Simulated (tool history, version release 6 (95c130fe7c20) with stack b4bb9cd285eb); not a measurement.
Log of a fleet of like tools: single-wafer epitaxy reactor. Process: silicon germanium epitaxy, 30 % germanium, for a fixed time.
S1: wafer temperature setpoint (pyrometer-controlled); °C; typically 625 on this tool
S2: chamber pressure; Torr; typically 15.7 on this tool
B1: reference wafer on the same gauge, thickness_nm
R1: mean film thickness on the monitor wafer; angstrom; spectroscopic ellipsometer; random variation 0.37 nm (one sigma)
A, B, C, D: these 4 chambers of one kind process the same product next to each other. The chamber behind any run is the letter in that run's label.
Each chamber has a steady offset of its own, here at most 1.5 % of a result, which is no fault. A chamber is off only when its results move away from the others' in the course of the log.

run 1A hour=3.5 | S1=625 S2=15.7 | B1=83.002 | R1=842.27
run 2B hour=8.5 | S1=625 S2=15.7 | B1=83.024 | R1=855.84
run 3D hour=14.6 | S1=625 S2=15.7 | B1=83.048 | R1=826.66
run 4C hour=19.6 | S1=625 S2=15.7 | B1=83.029 | R1=833.37
run 5C hour=25.5 | S1=625 S2=15.7 | B1=82.937 | R1=830.98
run 6A hour=31.3 | S1=625 S2=15.7 | B1=82.899 | R1=827.58
run 7B hour=36.2 | S1=625 S2=15.7 | B1=83.011 | R1=850.52
run 8D hour=40.9 | S1=638 S2=19.4 | B1=82.902 | R1=1123.80
run 9D hour=44.2 | S1=638 S2=19.4 | B1=82.975 | R1=1122.80
run 10B hour=48.6 | S1=638 S2=19.4 | B1=83.064 | R1=1157.00
run 11A hour=54.2 | S1=638 S2=19.4 | B1=82.939 | R1=1146.50
run 12C hour=57.0 | S1=625 S2=15.7 | B1=82.916 | R1=827.96
run 13A hour=60.7 | S1=625 S2=12.9 | B1=82.938 | R1=784.76
run 14C hour=65.3 | S1=625 S2=12.9 | B1=83.006 | R1=770.71
run 15D hour=69.8 | S1=625 S2=12.9 | B1=83.037 | R1=769.86
run 16B hour=75.2 | S1=625 S2=12.9 | B1=83.048 | R1=779.49
run 17C hour=79.1 | S1=625 S2=15.7 | B1=82.978 | R1=828.67
run 18A hour=84.8 | S1=625 S2=15.7 | B1=82.962 | R1=846.22
run 19B hour=89.3 | S1=625 S2=15.7 | B1=83.061 | R1=854.14
run 20D hour=94.9 | S1=625 S2=15.7 | B1=82.961 | R1=829.61
run 21D hour=97.6 | S1=625 S2=15.7 | B1=83.092 | R1=834.27
run 22C hour=100.4 | S1=625 S2=15.7 | B1=83.039 | R1=829.63
run 23B hour=103.3 | S1=625 S2=15.7 | B1=83.089 | R1=846.30
run 24A hour=109.1 | S1=615 S2=17.9 | B1=83.122 | R1=764.94
run 25A hour=114.3 | S1=615 S2=17.9 | B1=83.050 | R1=765.31
run 26C hour=119.5 | S1=615 S2=17.9 | B1=83.016 | R1=731.12
run 27B hour=124.6 | S1=615 S2=17.9 | B1=82.934 | R1=751.61
run 28D hour=130.4 | S1=625 S2=12.0 | B1=82.981 | R1=751.46

One chamber off, gauge drift, or nothing amiss beyond the chambers' own small offsets? If it is a chamber, which one, and what is the likeliest cause?

One chamber, A, drifts off from the rest bit by bit.
Cause: wafer temperature above the value expected at the setpoint (K) = 2.71.

Here are 4 candidates for chamber A's next run, each the usual settings with a change, their results left as question marks. Which one brings its results back in line with what the others give on the usual settings?
Counts as in line when no further than this from what the other chambers average on the usual settings: R1 13.00 angstrom
run 29A-1 hour=134.8 | S1=625 S2=17.5 | R1=?
run 29A-2 hour=134.8 | S1=629 S2=15.7 | R1=?
run 29A-3 hour=134.8 | S1=623 S2=15.5 | R1=?
run 29A-4 hour=134.8 | S1=621 S2=15.7 | R1=?

Mean of the other chambers on the usual settings: R1 837.13 angstrom
run=29A-1 R1=914.31
run=29A-2 R1=938.59
run=29A-3 R1=841.40
run=29A-4 R1=816.56
The right change is 29A-3: it brings the chamber back within the allowed miss of the others.
